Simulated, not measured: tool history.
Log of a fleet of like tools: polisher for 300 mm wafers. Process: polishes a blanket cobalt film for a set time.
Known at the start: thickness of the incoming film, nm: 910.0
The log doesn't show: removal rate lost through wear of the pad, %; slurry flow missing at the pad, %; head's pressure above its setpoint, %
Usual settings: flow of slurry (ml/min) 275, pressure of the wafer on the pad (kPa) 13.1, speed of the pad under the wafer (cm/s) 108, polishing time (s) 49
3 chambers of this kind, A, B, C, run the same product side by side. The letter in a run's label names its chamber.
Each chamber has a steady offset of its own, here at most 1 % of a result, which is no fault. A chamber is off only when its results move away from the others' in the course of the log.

run	hour	flow of slurry (ml/min)	pressure of the wafer on the pad (kPa)	speed of the pad under the wafer (cm/s)	polishing time (s)	wafers polished on this pad	hours since the slurry nozzle was cleaned	hours since the head pressure was calibrated	film removed (Å)
1B	7.1	275	13.1	108	49	245	430.5	493.4	2452.5
2A	12.3	275	13.1	108	49	467	147.8	174.5	2358.4
3C	19.2	275	13.1	108	49	543	237.1	1030.8	2348.6
4B	26.4	275	13.1	108	49	461	449.8	512.7	2383.0
5A	32.1	275	9.7	82	49	690	167.6	194.3	1290.3
# hour 36.1: chamber C: head pressure recalibrated
6C	36.5	275	9.7	82	49	738	254.4	0.5	1338.9
# hour 39.8: chamber B: worn pad replaced by a new one
7C	44.7	275	9.7	82	49	830	262.6	8.7	1341.9
8B	50.2	275	13.1	108	49	117	473.6	536.5	2385.6
# hour 51.0: chamber C: slurry nozzle cleaned
9A	57.2	275	13.1	108	49	972	192.7	219.4	2377.9
10C	61.6	275	13.1	108	49	1020	10.7	25.6	2379.5
11B	69.8	275	13.1	108	49	337	493.2	556.1	2442.1
12A	75.4	275	13.1	108	49	1176	210.9	237.6	2354.5
13A	82.9	275	13.1	108	49	1260	218.4	245.1	2357.9
14C	90.3	275	13.1	108	49	1342	39.4	54.3	2423.7
15B	95.0	275	13.1	108	49	621	518.4	581.3	2399.7
16C	99.3	275	13.1	108	49	1443	48.4	63.3	2388.5
# hour 100.0: chamber B: worn pad replaced by a new one
17A	107.8	275	13.1	108	49	1540	243.3	270.0	2235.7
18B	112.7	275	13.1	108	49	142	536.1	599.0	2397.0
# hour 119.7: chamber C: worn pad replaced by a new one
19A	121.2	275	13.1	108	49	1691	256.7	283.4	2263.9
20B	129.3	275	13.1	108	49	329	552.7	615.6	2390.0
21C	133.3	275	13.1	108	49	153	82.4	97.3	2406.4
# hour 139.5: chamber B: slurry nozzle cleaned
22A	141.7	275	13.1	108	49	1921	277.2	303.9	2161.8
23C	148.4	275	13.1	108	49	323	97.5	112.4	2352.6
24B	154.8	275	13.1	108	49	615	15.3	641.1	2428.4
25C	162.5	275	13.1	108	49	481	111.6	126.5	2356.2

Next, every chamber runs the same settings. What will each give?
26A	169.0	275	13.1	108	49				?
26B	169.0	275	13.1	108	49				?
26C	169.0	275	13.1	108	49				?

run	film removed (Å)
26A	2127.9
26B	2367.4
26C	2403.9
